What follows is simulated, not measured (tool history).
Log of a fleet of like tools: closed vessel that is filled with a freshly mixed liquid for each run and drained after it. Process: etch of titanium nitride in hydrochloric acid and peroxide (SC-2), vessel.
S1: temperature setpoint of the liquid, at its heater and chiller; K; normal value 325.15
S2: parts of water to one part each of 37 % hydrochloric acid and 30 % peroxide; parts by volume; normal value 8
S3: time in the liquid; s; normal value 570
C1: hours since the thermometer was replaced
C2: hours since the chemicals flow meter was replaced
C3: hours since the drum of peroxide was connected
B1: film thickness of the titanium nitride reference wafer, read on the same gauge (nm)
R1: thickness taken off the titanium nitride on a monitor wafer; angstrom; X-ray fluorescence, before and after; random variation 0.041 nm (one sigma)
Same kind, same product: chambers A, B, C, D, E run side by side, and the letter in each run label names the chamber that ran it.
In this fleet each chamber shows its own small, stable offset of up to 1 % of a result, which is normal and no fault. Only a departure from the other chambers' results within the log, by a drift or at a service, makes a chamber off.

run,hour,S1,S2,S3,C1,C2,C3,B1,R1
1B,4,325.15,8,570,1967.3,888.8,684.1,80.022,109.08
# hour 4.7: chamber A: chemicals flow meter replaced
2D,9.2,325.15,8,570,1333.3,999.6,359.9,79.997,108.24
3A,14,325.15,8,570,748.6,9.4,628.6,80.016,108.8
4C,19.2,325.15,8,570,123,98.5,290,79.994,108.44
5E,27.2,325.15,8,570,761.8,545.2,380.1,79.99,108.39
6D,31.5,325.15,10,570,1355.6,1021.9,382.2,79.939,90.706
7E,36,325.15,10,570,770.6,554,388.9,79.982,90.663
8A,41.7,325.15,10,570,776.3,37.1,656.3,79.975,91.041
9C,47.7,325.15,10,570,151.5,127,318.5,80.051,90.406
10B,55.8,325.15,10,570,2019.1,940.6,735.9,80.011,90.423
11A,60.4,325.15,8,570,795,55.8,675,80.014,109.37
# hour 64.8: chamber E: new drum of peroxide connected
12D,66.5,325.15,8,570,1390.6,1056.9,417.2,80.023,109.57
13E,74.1,325.15,8,570,808.7,592.1,9.4,80.023,109.15
14B,82,325.15,8,570,2045.3,966.8,762.1,80.047,109.19
15C,88,325.15,8,570,191.8,167.3,358.8,79.97,108.2
16B,96.7,325.15,8,570,2060,981.5,776.8,80.036,109.25
17A,102.4,325.15,8,570,837,97.8,717,80.029,109.91
18E,107.4,325.15,8,570,842,625.4,42.7,79.995,108.75
# hour 107.5: chamber B: thermometer replaced
19D,114.8,325.15,8,570,1438.9,1105.2,465.5,80.025,111.22
20C,122.1,325.15,8,570,225.9,201.4,392.9,79.935,108.13
# hour 126.8: chamber B: new drum of peroxide connected
21C,128.2,325.15,8,570,232,207.5,399,80.011,108.01
22A,134.8,325.15,8,570,869.4,130.2,749.4,80.026,109.91
23E,143.3,325.15,8,570,877.9,661.3,78.6,79.999,108.56
24D,148,325.15,8,570,1472.1,1138.4,498.7,79.944,111.37
25B,152.4,325.15,8,570,45,1037.2,25.7,79.986,108.88
26E,158.2,325.15,8,570,892.8,676.2,93.5,79.979,109.81
27A,163.4,325.15,8,570,898,158.8,778,79.997,109.84
28B,168.5,325.15,8,570,61.1,1053.3,41.8,79.977,108.43
29D,174.7,325.15,8,570,1498.8,1165.1,525.4,80.023,113.42
30C,179.4,325.15,8,845,283.2,258.7,450.2,79.973,160.54
31E,187.6,325.15,8,845,922.2,705.6,122.9,79.989,161.87
32D,195.4,325.15,8,845,1519.5,1185.8,546.1,79.985,167.66

Is one chamber out of step, is the gauge drifting, or do the chambers differ by no more than their own small offsets? For an off chamber, give its letter and the likeliest cause.

It is chamber D that slowly wanders off from its peers.
Cause: liquid hotter than its thermometer reads (K) = 0.633.
The log might look much the same if the cause were instead: chemicals flow above the setpoint (%).

Here are 4 candidates for chamber D's next run, each the usual settings with a change, their results left as question marks. Which one brings its results back in line with what the others give on the usual settings?
In-line tolerance around the mean of the other chambers on the usual settings: R1 1.4 angstrom
33D-1,201.9,325.15,8,550,,,,,?
33D-2,201.9,325.15,8,575,,,,,?
33D-3,201.9,325.15,8,565,,,,,?
33D-4,201.9,325.15,8,595,,,,,?

The other chambers' mean on the usual settings: R1 108.93 angstrom
run,R1
33D-1,109.44
33D-2,114.42
33D-3,112.43
33D-4,118.4
33D-1 puts the chamber back in line with the other chambers.
